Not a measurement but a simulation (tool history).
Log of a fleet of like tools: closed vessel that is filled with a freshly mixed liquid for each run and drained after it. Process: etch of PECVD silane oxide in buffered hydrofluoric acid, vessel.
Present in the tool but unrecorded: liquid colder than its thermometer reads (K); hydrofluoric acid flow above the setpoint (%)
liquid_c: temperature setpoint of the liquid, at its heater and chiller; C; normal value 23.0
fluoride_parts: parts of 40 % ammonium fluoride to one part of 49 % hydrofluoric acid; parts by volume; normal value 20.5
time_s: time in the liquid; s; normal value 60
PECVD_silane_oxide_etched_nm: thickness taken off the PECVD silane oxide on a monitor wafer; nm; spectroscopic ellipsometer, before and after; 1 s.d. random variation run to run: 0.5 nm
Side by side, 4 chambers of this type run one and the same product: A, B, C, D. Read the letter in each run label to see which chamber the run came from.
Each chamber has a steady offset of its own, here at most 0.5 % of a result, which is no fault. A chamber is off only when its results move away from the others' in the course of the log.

| run | hour | liquid_c | fluoride_parts | time_s | hours since the thermometer was replaced | hours since the hydrofluoric acid flow meter was replaced | read-back film thickness of the PECVD silane oxide reference wafer, read on the same gauge (nm) | PECVD_silane_oxide_etched_nm |
|---|---|---|---|---|---|---|---|---|
| 1C | 7.0 | 23.0 | 20.5 | 60 | 1793.5 | 1257.3 | 90.001 | 69.799 |
| 2D | 18.7 | 23.0 | 20.5 | 60 | 1730.2 | 1462.1 | 90.000 | 70.603 |
| 3B | 29.6 | 23.0 | 20.5 | 60 | 1166.1 | 542.3 | 90.018 | 70.185 |
| 4A | 42.1 | 23.0 | 20.5 | 60 | 1240.9 | 358.8 | 89.997 | 70.035 |
| 5A | 49.1 | 23.0 | 20.5 | 60 | 1247.9 | 365.8 | 89.977 | 69.636 |
| 6C | 61.7 | 23.0 | 20.5 | 60 | 1848.2 | 1312.0 | 90.010 | 70.074 |
| 7D | 71.8 | 23.0 | 20.5 | 60 | 1783.3 | 1515.2 | 89.995 | 70.942 |
| 8B | 83.2 | 23.0 | 20.5 | 60 | 1219.7 | 595.9 | 89.995 | 69.173 |
| 9A | 89.7 | 23.0 | 20.5 | 60 | 1288.5 | 406.4 | 89.991 | 70.068 |
| 10B | 97.7 | 23.0 | 20.5 | 60 | 1234.2 | 610.4 | 89.992 | 69.666 |
| 11D | 106.9 | 20.5 | 20.5 | 60 | 1818.4 | 1550.3 | 89.997 | 62.464 |
| 12C | 116.6 | 20.5 | 20.5 | 60 | 1903.1 | 1366.9 | 90.010 | 60.009 |
| 13D | 126.2 | 20.5 | 20.5 | 60 | 1837.7 | 1569.6 | 90.009 | 61.507 |
|  | 130.6 | chamber C: hydrofluoric acid flow meter replaced |
| 14A | 134.2 | 20.5 | 20.5 | 60 | 1333.0 | 450.9 | 89.985 | 61.172 |
| 15B | 144.8 | 23.0 | 20.5 | 60 | 1281.3 | 657.5 | 90.002 | 68.688 |
| 16C | 153.7 | 23.0 | 20.5 | 60 | 1940.2 | 23.1 | 90.006 | 69.904 |
| 17C | 162.6 | 23.0 | 20.5 | 60 | 1949.1 | 32.0 | 89.978 | 68.843 |
| 18A | 175.2 | 23.0 | 20.5 | 60 | 1374.0 | 491.9 | 89.996 | 69.397 |
| 19D | 186.2 | 25.5 | 20.5 | 60 | 1897.7 | 1629.6 | 90.024 | 80.336 |
| 20B | 199.2 | 25.5 | 20.5 | 60 | 1335.7 | 711.9 | 90.013 | 76.930 |
|  | 200.4 | chamber D: hydrofluoric acid flow meter replaced |
| 21A | 208.6 | 25.5 | 20.5 | 60 | 1407.4 | 525.3 | 89.999 | 79.243 |
| 22D | 216.5 | 25.5 | 20.5 | 60 | 1928.0 | 16.1 | 89.999 | 79.945 |
| 23B | 229.6 | 23.0 | 20.5 | 60 | 1366.1 | 742.3 | 90.008 | 66.681 |
| 24C | 235.4 | 23.0 | 17.5 | 50 | 2021.9 | 104.8 | 89.994 | 66.787 |
|  | 239.3 | chamber D: thermometer replaced |
| 25B | 244.6 | 23.0 | 17.5 | 50 | 1381.1 | 757.3 | 90.017 | 64.829 |
| 26A | 252.7 | 23.0 | 17.5 | 50 | 1451.5 | 569.4 | 90.000 | 67.534 |
| 27D | 258.7 | 23.0 | 17.5 | 50 | 19.4 | 58.3 | 90.013 | 67.749 |
| 28C | 267.3 | 23.0 | 20.5 | 60 | 2053.8 | 136.7 | 89.977 | 68.895 |
| 29B | 278.4 | 23.0 | 20.5 | 60 | 1414.9 | 791.1 | 90.006 | 65.549 |
| 30A | 289.5 | 23.0 | 20.5 | 60 | 1488.3 | 606.2 | 89.998 | 70.139 |
| 31C | 295.6 | 23.0 | 20.5 | 60 | 2082.1 | 165.0 | 90.006 | 69.112 |
| 32D | 306.5 | 23.0 | 20.5 | 60 | 67.2 | 106.1 | 90.018 | 69.544 |
| 33B | 313.7 | 23.0 | 20.5 | 60 | 1450.2 | 826.4 | 90.007 | 66.010 |
| 34D | 326.1 | 23.0 | 20.5 | 60 | 86.8 | 125.7 | 90.001 | 69.397 |
| 35A | 332.7 | 23.0 | 20.5 | 60 | 1531.5 | 649.4 | 90.005 | 69.968 |
| 36C | 341.2 | 23.0 | 20.5 | 60 | 2127.7 | 210.6 | 90.026 | 69.717 |
| 37B | 347.5 | 25.5 | 20.5 | 90 | 1484.0 | 860.2 | 90.011 | 112.520 |
| 38C | 355.8 | 25.5 | 20.5 | 90 | 2142.3 | 225.2 | 90.017 | 118.380 |
| 39D | 362.8 | 25.5 | 20.5 | 90 | 123.5 | 162.4 | 89.992 | 119.030 |
| 40A | 374.0 | 25.5 | 20.5 | 90 | 1572.8 | 690.7 | 89.992 | 120.560 |

All 4 chambers run these settings next. Forecast each chamber's results:
| 41A | 383.4 | 23.0 | 20.5 | 60 |  |  |  | ? |
| 41B | 383.4 | 23.0 | 20.5 | 60 |  |  |  | ? |
| 41C | 383.4 | 23.0 | 20.5 | 60 |  |  |  | ? |
| 41D | 383.4 | 23.0 | 20.5 | 60 |  |  |  | ? |

| run | PECVD_silane_oxide_etched_nm |
|---|---|
| 41A | 69.610 |
| 41B | 64.631 |
| 41C | 68.864 |
| 41D | 69.977 |
